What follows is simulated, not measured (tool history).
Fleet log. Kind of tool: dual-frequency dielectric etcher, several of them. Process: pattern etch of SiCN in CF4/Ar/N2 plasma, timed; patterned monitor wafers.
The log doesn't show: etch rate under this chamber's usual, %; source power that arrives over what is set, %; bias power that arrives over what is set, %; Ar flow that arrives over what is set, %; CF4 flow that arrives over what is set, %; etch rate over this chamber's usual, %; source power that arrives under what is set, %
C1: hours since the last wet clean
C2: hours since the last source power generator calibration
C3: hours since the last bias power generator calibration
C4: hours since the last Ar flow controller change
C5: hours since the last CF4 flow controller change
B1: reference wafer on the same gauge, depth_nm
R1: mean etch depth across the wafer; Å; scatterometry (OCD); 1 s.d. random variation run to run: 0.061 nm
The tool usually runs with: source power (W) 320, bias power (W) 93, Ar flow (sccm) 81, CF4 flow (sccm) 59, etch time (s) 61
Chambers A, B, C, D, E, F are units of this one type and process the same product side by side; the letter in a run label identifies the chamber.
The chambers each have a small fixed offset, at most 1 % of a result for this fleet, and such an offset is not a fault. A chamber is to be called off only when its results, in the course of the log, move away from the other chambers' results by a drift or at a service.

Run 1F, hour 12.8: usual settings; C1 169.0; C2 3799.0; C3 987.4; C4 2173.9; C5 386.9; B1 45.903. Result: R1 428.28 Å.
Run 2C, hour 24.6: usual settings; C1 73.8; C2 1668.0; C3 1274.5; C4 1585.2; C5 2188.4; B1 45.903. Result: R1 428.59 Å.
Run 3B, hour 36.7: usual settings; C1 619.0; C2 422.1; C3 252.2; C4 5473.8; C5 2613.2; B1 45.923. Result: R1 427.19 Å.
Run 4A, hour 51.7: usual settings; C1 416.7; C2 3379.2; C3 1962.9; C4 1147.5; C5 3484.8; B1 45.924. Result: R1 429.90 Å.
Run 5E, hour 60.6: usual settings but bias power (W) 101; C1 199.6; C2 484.3; C3 1854.8; C4 2168.2; C5 3179.1; B1 45.951. Result: R1 442.08 Å.
Run 6D, hour 68.3: usual settings but bias power (W) 101; C1 234.8; C2 226.9; C3 1172.8; C4 3794.5; C5 524.0; B1 45.939. Result: R1 443.09 Å.
Run 7F, hour 81.1: usual settings but bias power (W) 101; C1 237.3; C2 3867.3; C3 1055.7; C4 2242.2; C5 455.2; B1 45.954. Result: R1 441.38 Å.
Run 8E, hour 93.2: usual settings but bias power (W) 101; C1 232.2; C2 516.9; C3 1887.4; C4 2200.8; C5 3211.7; B1 45.965. Result: R1 441.59 Å.
At hour 100.4: chamber B: wet clean of the chamber.
Run 9D, hour 101.6: usual settings but bias power (W) 101; C1 268.1; C2 260.2; C3 1206.1; C4 3827.8; C5 557.3; B1 45.954. Result: R1 442.83 Å.
Run 10B, hour 108.6: usual settings but bias power (W) 101; C1 8.3; C2 494.0; C3 324.1; C4 5545.7; C5 2685.1; B1 45.986. Result: R1 440.69 Å.
Run 11C, hour 117.7: usual settings; C1 166.9; C2 1761.1; C3 1367.6; C4 1678.3; C5 2281.5; B1 45.995. Result: R1 429.63 Å.
Run 12A, hour 132.5: usual settings; C1 497.5; C2 3460.0; C3 2043.7; C4 1228.3; C5 3565.6; B1 45.992. Result: R1 431.37 Å.
At hour 133.2: chamber A: wet clean of the chamber.
Run 13E, hour 143.0: usual settings; C1 282.0; C2 566.7; C3 1937.2; C4 2250.6; C5 3261.5; B1 46.009. Result: R1 429.78 Å.
Run 14A, hour 155.0: usual settings; C1 21.9; C2 3482.5; C3 2066.2; C4 1250.8; C5 3588.1; B1 46.005. Result: R1 430.51 Å.
Run 15C, hour 165.6: usual settings; C1 214.8; C2 1809.0; C3 1415.5; C4 1726.2; C5 2329.4; B1 46.022. Result: R1 430.14 Å.
Run 16F, hour 179.0: usual settings; C1 335.2; C2 3965.2; C3 1153.6; C4 2340.1; C5 553.1; B1 46.032. Result: R1 429.54 Å.
Run 17D, hour 188.9: usual settings; C1 355.4; C2 347.5; C3 1293.4; C4 3915.1; C5 644.6; B1 46.042. Result: R1 431.11 Å.
Run 18B, hour 196.9: usual settings; C1 96.6; C2 582.3; C3 412.4; C4 5634.0; C5 2773.4; B1 46.051. Result: R1 427.68 Å.
Run 19D, hour 210.2: usual settings; C1 376.7; C2 368.8; C3 1314.7; C4 3936.4; C5 665.9; B1 46.050. Result: R1 430.59 Å.
Run 20E, hour 221.2: usual settings; C1 360.2; C2 644.9; C3 2015.4; C4 2328.8; C5 3339.7; B1 46.033. Result: R1 431.35 Å.
Run 21F, hour 230.8: usual settings; C1 387.0; C2 4017.0; C3 1205.4; C4 2391.9; C5 604.9; B1 46.051. Result: R1 429.45 Å.
Run 22C, hour 241.0: usual settings; C1 290.2; C2 1884.4; C3 1490.9; C4 1801.6; C5 2404.8; B1 46.063. Result: R1 431.11 Å.
Run 23B, hour 250.6: usual settings; C1 150.3; C2 636.0; C3 466.1; C4 5687.7; C5 2827.1; B1 46.077. Result: R1 428.41 Å.
Run 24A, hour 257.5: usual settings; C1 124.4; C2 3585.0; C3 2168.7; C4 1353.3; C5 3690.6; B1 46.063. Result: R1 430.59 Å.
Run 25F, hour 266.4: usual settings; C1 422.6; C2 4052.6; C3 1241.0; C4 2427.5; C5 640.5; B1 46.073. Result: R1 430.02 Å.
Run 26C, hour 274.6: usual settings; C1 323.8; C2 1918.0; C3 1524.5; C4 1835.2; C5 2438.4; B1 46.089. Result: R1 430.77 Å.
Run 27B, hour 289.8: usual settings; C1 189.5; C2 675.2; C3 505.3; C4 5726.9; C5 2866.3; B1 46.090. Result: R1 429.39 Å.
Run 28D, hour 300.4: usual settings; C1 466.9; C2 459.0; C3 1404.9; C4 4026.6; C5 756.1; B1 46.107. Result: R1 431.34 Å.
Run 29E, hour 310.8: usual settings; C1 449.8; C2 734.5; C3 2105.0; C4 2418.4; C5 3429.3; B1 46.114. Result: R1 431.23 Å.
Run 30A, hour 319.8: usual settings; C1 186.7; C2 3647.3; C3 2231.0; C4 1415.6; C5 3752.9; B1 46.121. Result: R1 432.32 Å.
At hour 325.3: chamber A: CF4 flow controller replaced.
Run 31A, hour 329.1: usual settings; C1 196.0; C2 3656.6; C3 2240.3; C4 1424.9; C5 3.9; B1 46.139. Result: R1 432.51 Å.
Run 32D, hour 336.8: usual settings; C1 503.3; C2 495.4; C3 1441.3; C4 4063.0; C5 792.5; B1 46.127. Result: R1 431.09 Å.
At hour 346.2: chamber C: wet clean of the chamber.
Run 33F, hour 351.5: usual settings; C1 507.7; C2 4137.7; C3 1326.1; C4 2512.6; C5 725.6; B1 46.126. Result: R1 429.96 Å.
Run 34E, hour 362.5: usual settings; C1 501.5; C2 786.2; C3 2156.7; C4 2470.1; C5 3481.0; B1 46.136. Result: R1 430.86 Å.
Run 35C, hour 373.2: usual settings; C1 27.0; C2 2016.6; C3 1623.1; C4 1933.8; C5 2537.0; B1 46.160. Result: R1 431.92 Å.
Run 36B, hour 381.7: usual settings but bias power (W) 78; C1 281.4; C2 767.1; C3 597.2; C4 5818.8; C5 2958.2; B1 46.152. Result: R1 403.42 Å.

Each of the 6 chambers runs these same settings next. Fill in every chamber's results:
Run 37A, hour 392.8: usual settings. Result: R1 ?.
Run 37B, hour 392.8: usual settings. Result: R1 ?.
Run 37C, hour 392.8: usual settings. Result: R1 ?.
Run 37D, hour 392.8: usual settings. Result: R1 ?.
Run 37E, hour 392.8: usual settings. Result: R1 ?.
Run 37F, hour 392.8: usual settings. Result: R1 ?.

run      R1
37A  432.27
37B  429.13
37C  432.69
37D  431.93
37E  430.48
37F  430.10
